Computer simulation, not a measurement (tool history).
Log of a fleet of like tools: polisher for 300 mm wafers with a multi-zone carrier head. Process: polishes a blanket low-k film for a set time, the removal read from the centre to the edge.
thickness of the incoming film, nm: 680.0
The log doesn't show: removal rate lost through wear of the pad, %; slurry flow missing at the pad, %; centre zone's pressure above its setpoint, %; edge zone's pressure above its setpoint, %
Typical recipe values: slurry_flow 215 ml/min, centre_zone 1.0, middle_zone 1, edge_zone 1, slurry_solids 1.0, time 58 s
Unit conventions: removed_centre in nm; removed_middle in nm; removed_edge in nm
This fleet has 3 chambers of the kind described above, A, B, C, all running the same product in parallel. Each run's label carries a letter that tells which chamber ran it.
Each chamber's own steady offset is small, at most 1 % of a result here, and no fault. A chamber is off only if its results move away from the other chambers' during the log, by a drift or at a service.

run	hour	slurry_flow	centre_zone	middle_zone	edge_zone	slurry_solids	time	wafers polished on this pad	hours since the slurry nozzle was cleaned	hours since the centre zone pressure was calibrated	hours since the edge zone pressure was calibrated	removed_centre	removed_middle	removed_edge
1B	7.4	215	1.0	1	1	1.0	58	719	133.7	212.9	93.7	22.125	22.667	22.172
2A	11.3	215	1.0	1	1	1.0	58	306	198.8	322.5	163.6	22.030	22.345	21.988
3C	19.0	215	1.0	1	1	1.0	58	539	671.4	148.1	659.9	22.534	21.796	22.524
4B	26.8	215	1.0	1	1	1.0	58	970	153.1	232.3	113.1	22.661	22.295	22.451
# hour 27.9: chamber A: worn pad replaced by a new one
# hour 28.1: chamber B: worn pad replaced by a new one
5C	35.5	215	1.0	1	1	1.0	58	752	687.9	164.6	676.4	22.145	22.105	21.818
6A	40.4	215	1.0	1	1	1.0	58	161	227.9	351.6	192.7	21.956	22.041	22.212
7B	46.9	215	1.0	1	1	1.0	58	243	173.2	252.4	133.2	22.514	22.184	22.653
8C	54.2	215	1.0	1	1	1.0	58	994	706.6	183.3	695.1	21.931	22.292	22.429
9A	58.5	215	1.0	1	1	1.0	58	395	246.0	369.7	210.8	22.451	22.165	22.253
10B	63.3	215	1.0	1	1	1.0	58	455	189.6	268.8	149.6	22.894	22.154	22.779
# hour 64.4: chamber A: worn pad replaced by a new one
11A	70.5	215	1.0	1	1	1.0	58	79	258.0	381.7	222.8	21.400	22.148	22.040
# hour 77.7: chamber C: worn pad replaced by a new one
12C	78.8	215	1.0	1	1	1.0	58	14	731.2	207.9	719.7	21.992	22.034	21.847
13B	84.8	215	1.0	1	1	1.0	58	733	211.1	290.3	171.1	22.534	22.084	22.064
14C	91.3	215	1.0	1	1	1.0	58	175	743.7	220.4	732.2	21.868	21.805	22.333
15A	96.4	215	1.0	1	1	0.9	77	414	283.9	407.6	248.7	28.273	27.861	27.838
16A	101.3	215	1.0	1	1	0.9	77	477	288.8	412.5	253.6	28.196	27.975	28.236
17C	106.7	215	1.0	1	1	0.9	77	374	759.1	235.8	747.6	28.181	28.444	28.191
# hour 108.7: chamber A: worn pad replaced by a new one
# hour 111.1: chamber B: worn pad replaced by a new one
18B	114.8	215	1.0	1	1	1.0	58	47	241.1	320.3	201.1	22.881	22.026	22.540
19C	120.9	215	1.0	1	1	1.0	58	558	773.3	250.0	761.8	22.000	22.436	22.354
# hour 122.7: chamber C: slurry nozzle cleaned
20B	125.7	215	1.0	1	1	1.0	58	188	252.0	331.2	212.0	23.452	22.339	22.056
21A	131.7	215	1.0	1	1	1.0	58	298	319.2	442.9	284.0	22.392	21.905	22.347
22A	137.2	215	1.0	1	1	1.0	58	369	324.7	448.4	289.5	22.431	22.359	22.379
# hour 144.0: chamber A: worn pad replaced by a new one
23C	144.8	215	1.0	1	1	1.0	58	867	22.1	273.9	785.7	22.283	22.174	22.327
24B	151.3	215	1.0	1	1	1.0	58	519	277.6	356.8	237.6	23.494	21.575	22.520
# hour 158.2: chamber B: slurry nozzle cleaned
25B	158.3	215	1.0	1	1	1.0	58	610	0.1	363.8	244.6	23.622	22.122	22.109
26A	162.8	215	1.0	1	1	1.0	58	244	350.3	474.0	315.1	22.028	22.361	22.261
# hour 164.5: chamber C: worn pad replaced by a new one
27C	169.5	215	1.0	1	1	1.0	58	65	46.8	298.6	810.4	22.278	21.680	22.342
28C	177.3	215	1.0	1	1	1.0	58	166	54.6	306.4	818.2	22.126	21.791	22.048
# hour 179.5: chamber A: worn pad replaced by a new one
29B	183.0	215	1.0	1	1	1.0	58	929	24.8	388.5	269.3	23.833	21.998	21.844
# hour 186.1: chamber B: worn pad replaced by a new one
30A	188.4	215	1.0	1	1	1.0	58	115	375.9	499.6	340.7	22.471	22.025	22.097
31B	196.4	265	0.9	1	1	1.0	58	133	38.2	401.9	282.7	21.931	22.934	22.403
32C	200.4	265	0.9	1	1	1.0	58	464	77.7	329.5	841.3	19.944	22.419	22.813
33A	206.4	265	0.9	1	1	1.0	58	348	393.9	517.6	358.7	20.311	22.685	22.809

For the next run the whole fleet of 3 chambers uses the same settings. Give each chamber's results:
34A	212.7	215	1.0	1	1	1.0	58					?	?	?
34B	212.7	215	1.0	1	1	1.0	58					?	?	?
34C	212.7	215	1.0	1	1	1.0	58					?	?	?

run	removed_centre	removed_middle	removed_edge
34A	22.007	21.956	22.063
34B	24.534	21.838	22.385
34C	22.158	21.641	22.537

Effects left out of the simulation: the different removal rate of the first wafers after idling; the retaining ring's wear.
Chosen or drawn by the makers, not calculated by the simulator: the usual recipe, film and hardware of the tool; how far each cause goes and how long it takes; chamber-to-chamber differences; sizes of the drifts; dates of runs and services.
